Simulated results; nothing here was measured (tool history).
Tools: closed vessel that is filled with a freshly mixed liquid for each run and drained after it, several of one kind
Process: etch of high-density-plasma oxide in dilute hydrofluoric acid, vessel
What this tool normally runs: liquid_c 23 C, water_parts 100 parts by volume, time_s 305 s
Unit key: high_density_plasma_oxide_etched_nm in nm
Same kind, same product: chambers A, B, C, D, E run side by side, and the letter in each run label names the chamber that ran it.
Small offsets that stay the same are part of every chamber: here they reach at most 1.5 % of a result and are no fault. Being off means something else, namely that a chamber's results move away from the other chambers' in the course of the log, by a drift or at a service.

| run | hour | liquid_c | water_parts | time_s | read-back film thickness of the high-density-plasma oxide reference wafer, read on the same gauge (nm) | high_density_plasma_oxide_etched_nm |
|---|---|---|---|---|---|---|
| 1E | 7.8 | 23 | 100 | 305 | 150 | 22.673 |
| 2D | 15.1 | 23 | 100 | 305 | 150.01 | 22.767 |
| 3C | 24.9 | 23 | 100 | 305 | 150.01 | 22.898 |
|  | 32.2 | chamber B: hydrofluoric acid flow meter replaced |
| 4B | 33.9 | 23 | 100 | 305 | 149.99 | 22.416 |
| 5A | 44.4 | 23 | 100 | 305 | 150.03 | 22.66 |
| 6A | 53.1 | 23 | 100 | 305 | 149.96 | 23.035 |
| 7B | 60.6 | 24.5 | 100 | 195 | 149.97 | 15.287 |
| 8D | 76.3 | 24.5 | 100 | 195 | 149.98 | 15.305 |
| 9E | 85.2 | 24.5 | 100 | 195 | 150.04 | 15.345 |
| 10C | 92.1 | 24.5 | 100 | 195 | 150.01 | 15.33 |
| 11B | 103.2 | 24.5 | 100 | 195 | 150.03 | 15.448 |
| 12D | 115.9 | 23 | 100 | 305 | 149.99 | 22.864 |
| 13A | 127.9 | 23 | 100 | 305 | 149.99 | 22.674 |
| 14C | 136 | 19.5 | 100 | 305 | 150.01 | 19.77 |
| 15E | 148.6 | 19.5 | 100 | 305 | 150.01 | 19.51 |
| 16A | 163 | 19.5 | 100 | 305 | 150 | 19.547 |
| 17D | 176.8 | 19.5 | 100 | 305 | 149.99 | 19.733 |
| 18B | 188.5 | 19.5 | 100 | 305 | 150.02 | 19.258 |
| 19C | 196.5 | 23 | 100 | 305 | 149.98 | 22.542 |
| 20E | 211.5 | 23 | 125 | 360 | 149.98 | 20.684 |
| 21B | 224.8 | 23 | 125 | 360 | 150.02 | 20.587 |
| 22E | 232 | 23 | 125 | 360 | 150.03 | 20.747 |
| 23A | 242.6 | 23 | 125 | 360 | 150.01 | 20.503 |
| 24C | 257.9 | 23 | 125 | 360 | 150.02 | 20.625 |
| 25D | 271.9 | 23 | 100 | 305 | 150.02 | 22.87 |
| 26D | 284.7 | 23 | 100 | 305 | 149.98 | 22.583 |
| 27E | 300.3 | 23 | 100 | 305 | 150.01 | 22.76 |
| 28B | 313.8 | 23 | 100 | 305 | 150.04 | 22.73 |
| 29A | 324.5 | 23 | 100 | 305 | 150.04 | 23.058 |
| 30C | 337.4 | 23 | 100 | 305 | 149.98 | 22.674 |
|  | 344.5 | chamber C: hydrofluoric acid flow meter replaced |
| 31D | 350.8 | 23 | 100 | 305 | 150 | 22.593 |
| 32C | 365.8 | 23 | 100 | 305 | 150.02 | 22.463 |
| 33A | 380.8 | 23 | 100 | 305 | 149.97 | 22.558 |
| 34E | 389.4 | 23 | 100 | 305 | 150 | 22.771 |
| 35B | 400 | 25.5 | 130 | 305 | 150.03 | 18.378 |
| 36C | 413.4 | 25.5 | 130 | 305 | 149.98 | 18.7 |
| 37E | 421.6 | 25.5 | 130 | 305 | 149.96 | 18.538 |
| 38D | 429.6 | 25.5 | 130 | 305 | 149.97 | 18.435 |
| 39A | 444.6 | 25.5 | 130 | 305 | 150 | 18.425 |
| 40B | 453.7 | 23 | 100 | 305 | 150.04 | 22.29 |

One chamber off, gauge drift, or nothing amiss beyond the chambers' own small offsets? If it is a chamber, which one, and what is the likeliest cause?

Nothing is wrong: each chamber keeps only its own small, steady offset and the gauge holds still.
